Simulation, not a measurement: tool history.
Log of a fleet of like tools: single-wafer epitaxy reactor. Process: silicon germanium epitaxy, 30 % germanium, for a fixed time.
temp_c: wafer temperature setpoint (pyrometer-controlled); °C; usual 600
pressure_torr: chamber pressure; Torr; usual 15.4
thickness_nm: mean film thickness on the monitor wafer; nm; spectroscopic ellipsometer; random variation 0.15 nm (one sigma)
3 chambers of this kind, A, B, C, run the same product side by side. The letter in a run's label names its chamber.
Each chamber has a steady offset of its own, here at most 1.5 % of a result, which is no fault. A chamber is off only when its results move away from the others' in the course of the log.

run	hour	temp_c	pressure_torr	hours since the last pyrometer calibration	hours since the last manometer calibration	read-back reference wafer on the same gauge, thickness_nm	thickness_nm
1B	4.6	600	15.4	502.6	2079.4	58.811	53.890
2C	8.7	600	15.4	1083.9	1469.5	58.858	52.762
3A	12.2	600	15.4	1529.5	848.5	58.822	53.168
4B	14.9	600	15.4	512.9	2089.7	58.796	53.387
5C	18.0	600	15.4	1093.2	1478.8	58.812	52.622
6A	22.3	600	15.4	1539.6	858.6	58.837	52.813
7C	26.0	606	15.4	1101.2	1486.8	58.842	59.137
8A	31.5	606	15.4	1548.8	867.8	58.800	58.748
9B	37.1	606	15.4	535.1	2111.9	58.836	59.837
10C	41.4	600	15.4	1116.6	1502.2	58.797	52.582
11A	46.4	600	15.4	1563.7	882.7	58.776	53.124
12B	51.4	600	15.4	549.4	2126.2	58.814	53.821
13B	55.4	600	15.4	553.4	2130.2	58.799	54.010
14A	60.1	600	15.4	1577.4	896.4	58.786	53.092
15C	63.3	600	15.4	1138.5	1524.1	58.800	52.500
16B	69.1	600	15.4	567.1	2143.9	58.797	53.910
17A	73.6	600	15.4	1590.9	909.9	58.759	52.866
18C	76.4	600	15.4	1151.6	1537.2	58.814	52.477
19C	80.8	600	15.4	1156.0	1541.6	58.784	52.938
20B	84.7	600	15.4	582.7	2159.5	58.771	53.492
21A	89.8	600	15.4	1607.1	926.1	58.826	52.579
22A	93.9	600	15.4	1611.2	930.2	58.807	52.250
23C	96.8	600	15.4	1172.0	1557.6	58.808	52.663
24B	102.3	600	15.4	600.3	2177.1	58.812	53.740
25B	107.8	600	15.4	605.8	2182.6	58.813	53.914
26C	113.1	600	15.4	1188.3	1573.9	58.844	52.670
27A	117.1	600	15.4	1634.4	953.4	58.751	52.396
28C	120.4	600	15.4	1195.6	1581.2	58.816	52.529
29B	123.3	600	15.4	621.3	2198.1	58.785	53.709
30A	127.5	600	15.4	1644.8	963.8	58.789	52.245
31A	132.6	600	15.4	1649.9	968.9	58.780	52.186
32B	138.4	600	15.4	636.4	2213.2	58.805	53.651
33C	144.1	600	15.4	1219.3	1604.9	58.798	52.826
34A	147.0	600	18.0	1664.3	983.3	58.797	55.282
35B	149.6	600	18.0	647.6	2224.4	58.778	57.060
36C	153.6	600	18.0	1228.8	1614.4	58.787	55.955
37B	159.0	593	17.9	657.0	2233.8	58.794	49.804
38C	164.4	593	17.9	1239.6	1625.2	58.768	49.233

What goes on in this fleet: one chamber off, a drifting gauge, or nothing beyond the chambers' own small offsets? Name the chamber and the cause, if any.

Chamber A drifts away from the others.
Cause: true pressure below the setpoint (%) = 5.84.
The log may not tell that from: wafer temperature below the value expected at the setpoint (K).

Here are 4 candidates for chamber A's next run, each the usual settings with a change, their results left as question marks. Which one brings its results back in line with what the others give on the usual settings?
In line means no further than this from the other chambers' mean on the usual settings: thickness_nm 0.520 nm
39A-1	168.6	600	14.3				?
39A-2	168.6	597	15.4				?
39A-3	168.6	600	16.5				?
39A-4	168.6	600	17.3				?

The other chambers' mean on the usual settings: thickness_nm 53.176 nm
run	thickness_nm
39A-1	50.108
39A-2	48.949
39A-3	53.170
39A-4	54.220
39A-3 brings the chamber back in line.
